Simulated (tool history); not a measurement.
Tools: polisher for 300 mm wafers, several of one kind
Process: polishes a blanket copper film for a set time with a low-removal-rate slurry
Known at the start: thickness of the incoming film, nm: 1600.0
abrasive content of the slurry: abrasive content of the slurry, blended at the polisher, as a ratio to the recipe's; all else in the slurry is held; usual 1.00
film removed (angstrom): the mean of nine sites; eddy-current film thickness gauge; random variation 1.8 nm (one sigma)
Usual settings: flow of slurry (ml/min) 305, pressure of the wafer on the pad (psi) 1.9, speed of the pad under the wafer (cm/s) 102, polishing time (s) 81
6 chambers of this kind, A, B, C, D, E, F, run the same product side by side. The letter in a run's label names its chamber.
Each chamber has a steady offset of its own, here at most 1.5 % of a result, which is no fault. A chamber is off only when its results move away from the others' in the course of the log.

run    day  flow of slurry (ml/min)  pressure of the wafer on the pad (psi)  speed of the pad under the wafer (cm/s)  abrasive content of the slurry  polishing time (s)  film removed (angstrom)
 1F  0.167                      305                                     1.9                                      102                            1.00                  81                  1329.40
 2E  0.304                      305                                     1.9                                      102                            1.00                  81                  1345.60
     0.538  -- chamber C: worn pad replaced by a new one
 3A  0.571                      305                                     1.9                                      102                            1.00                  81                  1346.30
     0.667  -- chamber C: slurry blender recalibrated
 4B  0.750                      305                                     1.9                                      102                            1.00                  81                  1364.50
 5C  0.888                      305                                     1.9                                      102                            1.20                  81                  1388.20
 6D  1.071                      305                                     1.9                                      102                            1.20                  81                  1365.80
 7C  1.250                      305                                     1.9                                      102                            1.20                  81                  1416.20
 8F  1.462                      305                                     1.9                                      102                            1.20                  81                  1388.60
 9A  1.617                      305                                     1.9                                      102                            1.20                  81                  1393.50
     1.800  -- chamber A: head pressure recalibrated
     1.850  -- chamber C: head pressure recalibrated
10B  1.871                      305                                     1.9                                      102                            1.20                  81                  1391.70
11D  2.021                      305                                     1.9                                      102                            1.00                  81                  1306.90
12E  2.308                      305                                     1.9                                      102                            1.00                  81                  1339.80
13B  2.562                      305                                     1.9                                      102                            1.00                  81                  1353.90
     2.696  -- chamber B: worn pad replaced by a new one
     2.700  -- chamber D: worn pad replaced by a new one
14A  2.858                      305                                     1.9                                      102                            1.00                  81                  1369.30
15D  3.146                      305                                     1.9                                      102                            1.00                  81                  1361.60
16F  3.300                      305                                     1.9                                      102                            1.00                  81                  1301.20
17C  3.458                      305                                     1.9                                      102                            1.00                  81                  1352.50
18E  3.638                      305                                     1.9                                      102                            1.00                  81                  1363.20
19F  3.833                      305                                     1.9                                      102                            1.00                  81                  1311.60
     3.975  -- chamber E: head pressure recalibrated
20B  3.996                      305                                     1.9                                      102                            1.00                  81                  1330.10
     4.067  -- chamber A: slurry blender recalibrated
     4.258  -- chamber B: head pressure recalibrated
21A  4.304                      305                                     1.4                                      102                            1.00                  72                   872.98
     4.488  -- chamber A: worn pad replaced by a new one
22C  4.550                      305                                     1.4                                      102                            1.00                  72                   889.92
23E  4.742                      305                                     1.4                                      102                            1.00                  72                   910.20
24D  4.904                      305                                     1.4                                      102                            1.00                  72                   883.66
     4.971  -- chamber F: slurry blender recalibrated
25C  5.146                      305                                     1.4                                      102                            1.00                  72                   910.52
26E  5.325                      305                                     1.4                                      102                            1.00                  72                   901.88
27B  5.512                      305                                     1.9                                      102                            1.00                  81                  1367.60
     5.750  -- chamber B: slurry blender recalibrated
28F  5.750                      305                                     1.9                                      102                            1.00                  81                  1347.40
29A  5.888                      305                                     1.9                                      102                            1.00                  81                  1348.40
30D  6.117                      305                                     1.9                                      102                            1.00                  81                  1326.80
31E  6.317                      305                                     1.9                                      102                            1.00                  81                  1350.30
32A  6.479                      355                                     2.2                                      102                            1.00                  81                  1575.00
     6.733  -- chamber B: worn pad replaced by a new one
33D  6.742                      355                                     2.2                                      102                            1.00                  81                  1563.30
34F  6.983                      355                                     2.2                                      102                            1.00                  81                  1590.70
35B  7.288                      355                                     2.2                                      102                            1.00                  81                  1576.00
     7.317  -- chamber C: slurry blender recalibrated
36C  7.450                      355                                     2.2                                      102                            1.00                  81                  1616.10
37F  7.596                      355                                     2.2                                      102                            1.00                  81                  1540.10
38B  7.871                      305                                     1.9                                      132                            1.00                  81                  1728.40
39A  8.142                      305                                     1.9                                      132                            1.00                  81                  1711.80
40D  8.425                      305                                     1.9                                      132                            1.00                  81                  1762.30

All 6 chambers run these settings next. Forecast each chamber's results:
41A  8.650                      305                                     1.9                                      102                            0.75                  81                        ?
41B  8.650                      305                                     1.9                                      102                            0.75                  81                        ?
41C  8.650                      305                                     1.9                                      102                            0.75                  81                        ?
41D  8.650                      305                                     1.9                                      102                            0.75                  81                        ?
41E  8.650                      305                                     1.9                                      102                            0.75                  81                        ?
41F  8.650                      305                                     1.9                                      102                            0.75                  81                        ?

run  film removed (angstrom)
41A                  1257.60
41B                  1246.80
41C                  1282.80
41D                  1238.20
41E                  1286.10
41F                  1273.60
